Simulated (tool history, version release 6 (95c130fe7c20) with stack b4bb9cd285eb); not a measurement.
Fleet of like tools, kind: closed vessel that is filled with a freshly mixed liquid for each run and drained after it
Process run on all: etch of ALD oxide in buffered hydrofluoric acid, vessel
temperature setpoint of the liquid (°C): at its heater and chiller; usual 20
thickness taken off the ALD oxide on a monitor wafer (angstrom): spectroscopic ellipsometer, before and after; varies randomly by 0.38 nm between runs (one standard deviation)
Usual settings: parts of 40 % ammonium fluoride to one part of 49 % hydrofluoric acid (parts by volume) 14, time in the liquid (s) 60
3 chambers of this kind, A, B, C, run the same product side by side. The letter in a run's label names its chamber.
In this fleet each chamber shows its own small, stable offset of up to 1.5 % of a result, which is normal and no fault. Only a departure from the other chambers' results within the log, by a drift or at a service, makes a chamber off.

run	day	temperature setpoint of the liquid (°C)	parts of 40 % ammonium fluoride to one part of 49 % hydrofluoric acid (parts by volume)	time in the liquid (s)	hours since the thermometer was replaced	hours since the hydrofluoric acid flow meter was replaced	read-back film thickness of the ALD oxide reference wafer, read on the same gauge (nm)	thickness taken off the ALD oxide on a monitor wafer (angstrom)
1B	0.342	20	14	60	678.6	165.7	40.028	588.22
2A	0.638	20	14	60	811.7	501.5	40.017	594.41
3C	0.904	20	14	60	817.6	365.4	39.962	578.45
4A	1.167	20	14	60	824.4	514.2	40.052	593.06
5B	1.583	20	14	50	708.4	195.5	39.964	484.02
6C	1.829	20	14	50	839.8	387.6	39.952	489.18
7B	2.196	20	14	50	723.1	210.2	40.019	491.44
8C	2.483	20	14	60	855.5	403.3	39.988	594.1
9A	2.754	20	14	60	862.5	552.3	40	587.93
10A	3.075	20	14	60	870.2	560	40	593.54
11B	3.525	20	14	60	755	242.1	40.031	592.18
12C	3.758	20	14	60	886.1	433.9	39.988	598.37
13C	4.062	20	14	60	893.4	441.2	39.991	602.2
14A	4.421	20	14	60	902.5	592.3	40.002	595.04
15B	4.712	20	14	60	783.5	270.6	39.979	580.73
16B	5.012	20	14	60	790.7	277.8	39.976	585.62
17A	5.346	18.5	14	85	924.7	614.5	40.05	777.97
18C	5.858	18.5	14	85	936.5	484.3	39.982	777.3
19A	6.146	18.5	14	85	943.9	633.7	39.967	767.58
20B	6.642	20	14	60	829.8	316.9	39.986	588.78

Is one chamber out of step, is the gauge drifting, or do the chambers differ by no more than their own small offsets? For an off chamber, give its letter and the likeliest cause.

Little by little, chamber C moves away from the other chambers.
What lies behind it: liquid hotter than its thermometer reads (K) = 0.87.
From this log alone, it may not be told apart from: hydrofluoric acid flow above the setpoint (%).

Here are 4 candidates for chamber C's next run, each the usual settings with a change, their results left as question marks. Which one brings its results back in line with what the others give on the usual settings?
In line here means within this much of the mean the other chambers give on the usual settings: thickness taken off the ALD oxide on a monitor wafer (angstrom) 13
21C-1	7.012	20	14	65				?
21C-2	7.012	20	14.5	60				?
21C-3	7.012	20	15	60				?
21C-4	7.012	20	13.5	60				?

Average result of the remaining chambers running the usual settings: thickness taken off the ALD oxide on a monitor wafer (angstrom) 588.04
run	thickness taken off the ALD oxide on a monitor wafer (angstrom)
21C-1	659.43
21C-2	588.04
21C-3	568.77
21C-4	630.87
Change 21C-2 lands the chamber within the allowed miss of the other chambers.

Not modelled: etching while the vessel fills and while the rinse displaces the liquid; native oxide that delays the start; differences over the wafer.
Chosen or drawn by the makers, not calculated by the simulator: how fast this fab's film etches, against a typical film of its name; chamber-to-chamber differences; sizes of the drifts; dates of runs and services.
